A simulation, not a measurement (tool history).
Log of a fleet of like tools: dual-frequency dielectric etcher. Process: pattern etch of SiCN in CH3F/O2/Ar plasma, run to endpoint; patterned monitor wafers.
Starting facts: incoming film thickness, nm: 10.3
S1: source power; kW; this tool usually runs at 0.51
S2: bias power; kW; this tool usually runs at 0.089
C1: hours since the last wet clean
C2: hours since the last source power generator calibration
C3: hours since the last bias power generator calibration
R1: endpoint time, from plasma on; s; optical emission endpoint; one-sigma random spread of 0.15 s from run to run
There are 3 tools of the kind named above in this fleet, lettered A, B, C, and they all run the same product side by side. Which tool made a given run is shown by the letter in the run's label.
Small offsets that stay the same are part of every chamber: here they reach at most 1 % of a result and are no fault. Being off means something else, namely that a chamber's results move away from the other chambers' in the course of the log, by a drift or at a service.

Run 1C, hour 4.8: usual settings; C1 463.6; C2 592.9; C3 845. Result: R1 23.532 s.
Run 2A, hour 9.1: usual settings; C1 480; C2 1110.6; C3 3745.3. Result: R1 22.968 s.
Run 3B, hour 13.4: usual settings; C1 345.3; C2 910; C3 4093.6. Result: R1 23.061 s.
Run 4C, hour 18.2: usual settings; C1 477; C2 606.3; C3 858.4. Result: R1 23.411 s.
Run 5A, hour 21: usual settings; C1 491.9; C2 1122.5; C3 3757.2. Result: R1 23.278 s.
Run 6B, hour 23.6: usual settings; C1 355.5; C2 920.2; C3 4103.8. Result: R1 23.328 s.
Run 7B, hour 26.4: usual settings; C1 358.3; C2 923; C3 4106.6. Result: R1 23.238 s.
At hour 27.7: chamber B: bias power generator calibrated.
Run 8C, hour 29.7: usual settings; C1 488.5; C2 617.8; C3 869.9. Result: R1 23.159 s.
At hour 32: chamber A: wet clean of the chamber.
Run 9A, hour 32.6: usual settings; C1 0.7; C2 1134.1; C3 3768.8. Result: R1 22.306 s.
Run 10C, hour 35.1: usual settings; C1 493.9; C2 623.2; C3 875.3. Result: R1 23.227 s.
Run 11A, hour 39: usual settings; C1 7.1; C2 1140.5; C3 3775.2. Result: R1 22.202 s.
Run 12B, hour 41.8: usual settings but S1 0.45 kW, S2 0.11 kW; C1 373.7; C2 938.4; C3 14.2. Result: R1 22.421 s.
Run 13A, hour 45: usual settings but S1 0.45 kW, S2 0.11 kW; C1 13.1; C2 1146.5; C3 3781.2. Result: R1 21.584 s.
Run 14C, hour 50: usual settings but S1 0.45 kW, S2 0.11 kW; C1 508.8; C2 638.1; C3 890.2. Result: R1 22.686 s.
Run 15B, hour 52.5: usual settings; C1 384.4; C2 949.1; C3 24.9. Result: R1 23.294 s.
Run 16A, hour 55.9: usual settings; C1 24; C2 1157.4; C3 3792.1. Result: R1 22.091 s.
Run 17C, hour 58.8: usual settings; C1 517.6; C2 646.9; C3 899. Result: R1 23.291 s.
Run 18B, hour 62.7: usual settings but S1 0.63 kW, S2 0.096 kW; C1 394.6; C2 959.3; C3 35.1. Result: R1 20.853 s.
Run 19C, hour 65.2: usual settings but S1 0.63 kW, S2 0.096 kW; C1 524; C2 653.3; C3 905.4. Result: R1 20.943 s.
Run 20B, hour 70.4: usual settings but S1 0.63 kW, S2 0.096 kW; C1 402.3; C2 967; C3 42.8. Result: R1 20.795 s.

The same settings go to every chamber for the next run, one line per chamber below. Forecast the results for each:
Run 21A, hour 74.3: usual settings. Result: R1 ?.
Run 21B, hour 74.3: usual settings. Result: R1 ?.
Run 21C, hour 74.3: usual settings. Result: R1 ?.

run      R1
21A  22.044
21B  23.496
21C  23.139
